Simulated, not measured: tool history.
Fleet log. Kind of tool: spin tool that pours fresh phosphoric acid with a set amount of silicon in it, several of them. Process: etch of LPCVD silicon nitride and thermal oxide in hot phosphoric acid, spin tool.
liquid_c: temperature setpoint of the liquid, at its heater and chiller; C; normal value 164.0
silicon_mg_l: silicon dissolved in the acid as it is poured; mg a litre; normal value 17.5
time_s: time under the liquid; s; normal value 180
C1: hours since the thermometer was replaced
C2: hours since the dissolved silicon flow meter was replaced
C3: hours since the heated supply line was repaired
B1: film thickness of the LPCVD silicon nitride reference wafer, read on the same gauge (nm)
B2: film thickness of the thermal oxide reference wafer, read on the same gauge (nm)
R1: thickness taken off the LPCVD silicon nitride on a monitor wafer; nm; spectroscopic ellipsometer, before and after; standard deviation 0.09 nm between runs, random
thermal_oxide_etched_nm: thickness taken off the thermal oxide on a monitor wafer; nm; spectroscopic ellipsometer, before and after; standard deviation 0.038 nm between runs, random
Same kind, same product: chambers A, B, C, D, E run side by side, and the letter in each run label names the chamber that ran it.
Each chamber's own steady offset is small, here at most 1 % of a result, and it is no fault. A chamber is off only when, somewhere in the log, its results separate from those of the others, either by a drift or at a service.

{"run": "1E", "hour": 12.9, "liquid_c": 164.0, "silicon_mg_l": 17.5, "time_s": 180, "C1": 462.0, "C2": 1195.3, "C3": 888.3, "B1": 130.04, "B2": 49.996, "R1": 16.143, "thermal_oxide_etched_nm": 0.4188}
{"hour": 15.6, "done": "chamber C: dissolved silicon flow meter replaced"}
{"run": "2C", "hour": 24.2, "liquid_c": 164.0, "silicon_mg_l": 17.5, "time_s": 180, "C1": 836.5, "C2": 8.7, "C3": 390.2, "B1": 129.97, "B2": 50.004, "R1": 16.026, "thermal_oxide_etched_nm": 0.48045}
{"run": "3A", "hour": 39.8, "liquid_c": 164.0, "silicon_mg_l": 17.5, "time_s": 180, "C1": 998.2, "C2": 2078.8, "C3": 787.2, "B1": 130.0, "B2": 50.031, "R1": 16.127, "thermal_oxide_etched_nm": 0.4327}
{"run": "4D", "hour": 50.5, "liquid_c": 164.0, "silicon_mg_l": 17.5, "time_s": 180, "C1": 68.4, "C2": 63.7, "C3": 98.5, "B1": 129.97, "B2": 49.994, "R1": 16.201, "thermal_oxide_etched_nm": 0.40288}
{"run": "5B", "hour": 61.9, "liquid_c": 164.0, "silicon_mg_l": 17.5, "time_s": 180, "C1": 2728.1, "C2": 594.0, "C3": 652.9, "B1": 129.99, "B2": 49.993, "R1": 16.229, "thermal_oxide_etched_nm": 0.50012}
{"run": "6A", "hour": 71.9, "liquid_c": 164.0, "silicon_mg_l": 31.0, "time_s": 180, "C1": 1030.3, "C2": 2110.9, "C3": 819.3, "B1": 129.99, "B2": 49.996, "R1": 16.213, "thermal_oxide_etched_nm": 0.28849}
{"run": "7B", "hour": 80.7, "liquid_c": 164.0, "silicon_mg_l": 31.0, "time_s": 180, "C1": 2746.9, "C2": 612.8, "C3": 671.7, "B1": 130.02, "B2": 50.001, "R1": 16.212, "thermal_oxide_etched_nm": 0.28687}
{"run": "8C", "hour": 90.1, "liquid_c": 164.0, "silicon_mg_l": 31.0, "time_s": 180, "C1": 902.4, "C2": 74.6, "C3": 456.1, "B1": 130.0, "B2": 49.989, "R1": 16.009, "thermal_oxide_etched_nm": 0.30652}
{"run": "9E", "hour": 104.9, "liquid_c": 164.0, "silicon_mg_l": 31.0, "time_s": 180, "C1": 554.0, "C2": 1287.3, "C3": 980.3, "B1": 129.98, "B2": 49.995, "R1": 15.967, "thermal_oxide_etched_nm": 0.29215}
{"run": "10D", "hour": 116.7, "liquid_c": 164.0, "silicon_mg_l": 31.0, "time_s": 180, "C1": 134.6, "C2": 129.9, "C3": 164.7, "B1": 129.99, "B2": 50.005, "R1": 16.058, "thermal_oxide_etched_nm": 0.27428}
{"hour": 121.6, "done": "chamber B: dissolved silicon flow meter replaced"}
{"run": "11C", "hour": 129.6, "liquid_c": 164.0, "silicon_mg_l": 17.5, "time_s": 75, "C1": 941.9, "C2": 114.1, "C3": 495.6, "B1": 129.99, "B2": 49.999, "R1": 6.6532, "thermal_oxide_etched_nm": 0.19031}
{"run": "12A", "hour": 136.9, "liquid_c": 164.0, "silicon_mg_l": 17.5, "time_s": 75, "C1": 1095.3, "C2": 2175.9, "C3": 884.3, "B1": 130.01, "B2": 49.992, "R1": 6.7087, "thermal_oxide_etched_nm": 0.16737}
{"run": "13E", "hour": 149.0, "liquid_c": 164.0, "silicon_mg_l": 17.5, "time_s": 75, "C1": 598.1, "C2": 1331.4, "C3": 1024.4, "B1": 130.02, "B2": 49.979, "R1": 6.7455, "thermal_oxide_etched_nm": 0.17505}
{"hour": 152.2, "done": "chamber E: dissolved silicon flow meter replaced"}
{"hour": 157.9, "done": "chamber A: dissolved silicon flow meter replaced"}
{"run": "14D", "hour": 158.8, "liquid_c": 164.0, "silicon_mg_l": 17.5, "time_s": 75, "C1": 176.7, "C2": 172.0, "C3": 206.8, "B1": 129.95, "B2": 49.997, "R1": 6.7392, "thermal_oxide_etched_nm": 0.20588}
{"run": "15B", "hour": 171.8, "liquid_c": 164.0, "silicon_mg_l": 17.5, "time_s": 75, "C1": 2838.0, "C2": 50.2, "C3": 762.8, "B1": 130.02, "B2": 50.009, "R1": 6.6985, "thermal_oxide_etched_nm": 0.19949}
{"run": "16A", "hour": 184.9, "liquid_c": 164.0, "silicon_mg_l": 17.5, "time_s": 180, "C1": 1143.3, "C2": 27.0, "C3": 932.3, "B1": 130.04, "B2": 50.013, "R1": 16.246, "thermal_oxide_etched_nm": 0.42735}
{"run": "17E", "hour": 201.1, "liquid_c": 164.0, "silicon_mg_l": 17.5, "time_s": 180, "C1": 650.2, "C2": 49.0, "C3": 1076.5, "B1": 129.99, "B2": 49.989, "R1": 16.064, "thermal_oxide_etched_nm": 0.40644}
{"run": "18D", "hour": 213.8, "liquid_c": 164.0, "silicon_mg_l": 6.0, "time_s": 180, "C1": 231.7, "C2": 227.0, "C3": 261.8, "B1": 130.02, "B2": 49.994, "R1": 15.871, "thermal_oxide_etched_nm": 0.67495}
{"run": "19C", "hour": 228.3, "liquid_c": 164.0, "silicon_mg_l": 6.0, "time_s": 180, "C1": 1040.6, "C2": 212.8, "C3": 594.3, "B1": 130.05, "B2": 49.997, "R1": 16.189, "thermal_oxide_etched_nm": 0.56068}
{"run": "20B", "hour": 237.9, "liquid_c": 164.0, "silicon_mg_l": 6.0, "time_s": 180, "C1": 2904.1, "C2": 116.3, "C3": 828.9, "B1": 130.03, "B2": 50.002, "R1": 15.966, "thermal_oxide_etched_nm": 0.51096}
{"run": "21D", "hour": 254.3, "liquid_c": 164.0, "silicon_mg_l": 6.0, "time_s": 180, "C1": 272.2, "C2": 267.5, "C3": 302.3, "B1": 130.01, "B2": 50.014, "R1": 16.189, "thermal_oxide_etched_nm": 0.61835}
{"run": "22C", "hour": 266.4, "liquid_c": 164.0, "silicon_mg_l": 6.0, "time_s": 180, "C1": 1078.7, "C2": 250.9, "C3": 632.4, "B1": 130.0, "B2": 50.006, "R1": 15.875, "thermal_oxide_etched_nm": 0.65111}
{"hour": 276.8, "done": "chamber A: heated supply line repaired"}
{"run": "23E", "hour": 278.1, "liquid_c": 164.0, "silicon_mg_l": 22.5, "time_s": 250, "C1": 727.2, "C2": 126.0, "C3": 1153.5, "B1": 129.98, "B2": 50.006, "R1": 22.315, "thermal_oxide_etched_nm": 0.54711}
{"run": "24A", "hour": 285.5, "liquid_c": 164.0, "silicon_mg_l": 22.5, "time_s": 250, "C1": 1243.9, "C2": 127.6, "C3": 8.8, "B1": 130.01, "B2": 49.993, "R1": 22.309, "thermal_oxide_etched_nm": 0.55091}
{"run": "25B", "hour": 298.6, "liquid_c": 164.0, "silicon_mg_l": 22.5, "time_s": 250, "C1": 2964.8, "C2": 177.0, "C3": 889.6, "B1": 129.99, "B2": 50.022, "R1": 22.648, "thermal_oxide_etched_nm": 0.50799}
{"run": "26E", "hour": 308.2, "liquid_c": 164.0, "silicon_mg_l": 22.5, "time_s": 250, "C1": 757.3, "C2": 156.1, "C3": 1183.6, "B1": 129.99, "B2": 49.992, "R1": 22.385, "thermal_oxide_etched_nm": 0.43001}
{"run": "27D", "hour": 320.9, "liquid_c": 164.0, "silicon_mg_l": 22.5, "time_s": 250, "C1": 338.8, "C2": 334.1, "C3": 368.9, "B1": 130.0, "B2": 49.991, "R1": 22.17, "thermal_oxide_etched_nm": 0.534}
{"hour": 327.0, "done": "chamber B: thermometer replaced"}
{"run": "28C", "hour": 331.0, "liquid_c": 164.0, "silicon_mg_l": 17.5, "time_s": 180, "C1": 1143.3, "C2": 315.5, "C3": 697.0, "B1": 129.96, "B2": 50.022, "R1": 16.263, "thermal_oxide_etched_nm": 0.43109}
{"run": "29A", "hour": 341.0, "liquid_c": 164.0, "silicon_mg_l": 17.5, "time_s": 180, "C1": 1299.4, "C2": 183.1, "C3": 64.3, "B1": 129.96, "B2": 49.993, "R1": 16.086, "thermal_oxide_etched_nm": 0.4636}
{"run": "30B", "hour": 355.0, "liquid_c": 165.0, "silicon_mg_l": 22.0, "time_s": 180, "C1": 28.0, "C2": 233.4, "C3": 946.0, "B1": 130.01, "B2": 49.981, "R1": 16.557, "thermal_oxide_etched_nm": 0.37109}
{"run": "31A", "hour": 366.5, "liquid_c": 165.0, "silicon_mg_l": 22.0, "time_s": 180, "C1": 1324.9, "C2": 208.6, "C3": 89.8, "B1": 129.97, "B2": 49.998, "R1": 16.659, "thermal_oxide_etched_nm": 0.4789}
{"hour": 372.7, "done": "chamber D: dissolved silicon flow meter replaced"}
{"run": "32B", "hour": 376.1, "liquid_c": 165.0, "silicon_mg_l": 22.0, "time_s": 180, "C1": 49.1, "C2": 254.5, "C3": 967.1, "B1": 130.03, "B2": 49.989, "R1": 16.661, "thermal_oxide_etched_nm": 0.37109}
{"run": "33E", "hour": 389.6, "liquid_c": 165.0, "silicon_mg_l": 22.0, "time_s": 180, "C1": 838.7, "C2": 237.5, "C3": 1265.0, "B1": 129.99, "B2": 50.026, "R1": 16.552, "thermal_oxide_etched_nm": 0.39491}
{"run": "34C", "hour": 403.5, "liquid_c": 165.0, "silicon_mg_l": 22.0, "time_s": 180, "C1": 1215.8, "C2": 388.0, "C3": 769.5, "B1": 130.0, "B2": 50.012, "R1": 16.615, "thermal_oxide_etched_nm": 0.45168}
{"run": "35D", "hour": 414.3, "liquid_c": 164.0, "silicon_mg_l": 17.5, "time_s": 180, "C1": 432.2, "C2": 41.6, "C3": 462.3, "B1": 129.99, "B2": 50.01, "R1": 16.032, "thermal_oxide_etched_nm": 0.32821}
{"hour": 420.0, "done": "chamber E: thermometer replaced"}
{"run": "36D", "hour": 425.1, "liquid_c": 164.0, "silicon_mg_l": 17.5, "time_s": 180, "C1": 443.0, "C2": 52.4, "C3": 473.1, "B1": 130.01, "B2": 49.983, "R1": 16.217, "thermal_oxide_etched_nm": 0.43934}
{"run": "37A", "hour": 436.4, "liquid_c": 164.0, "silicon_mg_l": 17.5, "time_s": 180, "C1": 1394.8, "C2": 278.5, "C3": 159.7, "B1": 130.0, "B2": 49.993, "R1": 16.182, "thermal_oxide_etched_nm": 0.4397}
{"run": "38E", "hour": 446.0, "liquid_c": 164.0, "silicon_mg_l": 17.5, "time_s": 180, "C1": 26.1, "C2": 293.9, "C3": 1321.4, "B1": 130.02, "B2": 50.018, "R1": 15.977, "thermal_oxide_etched_nm": 0.46595}
{"run": "39C", "hour": 459.2, "liquid_c": 164.0, "silicon_mg_l": 17.5, "time_s": 180, "C1": 1271.5, "C2": 443.7, "C3": 825.2, "B1": 130.04, "B2": 50.003, "R1": 16.161, "thermal_oxide_etched_nm": 0.43503}
{"run": "40B", "hour": 468.0, "liquid_c": 165.5, "silicon_mg_l": 17.5, "time_s": 180, "C1": 141.0, "C2": 346.4, "C3": 1059.0, "B1": 129.97, "B2": 49.996, "R1": 17.068, "thermal_oxide_etched_nm": 0.45207}

Which is it: a chamber that has drifted or been left off by a service, a gauge drift common to all chambers, or only each chamber's usual small offset? If a chamber is off, name it and its likeliest cause.

No chamber stands off beyond its own small offset, and the gauge holds steady.
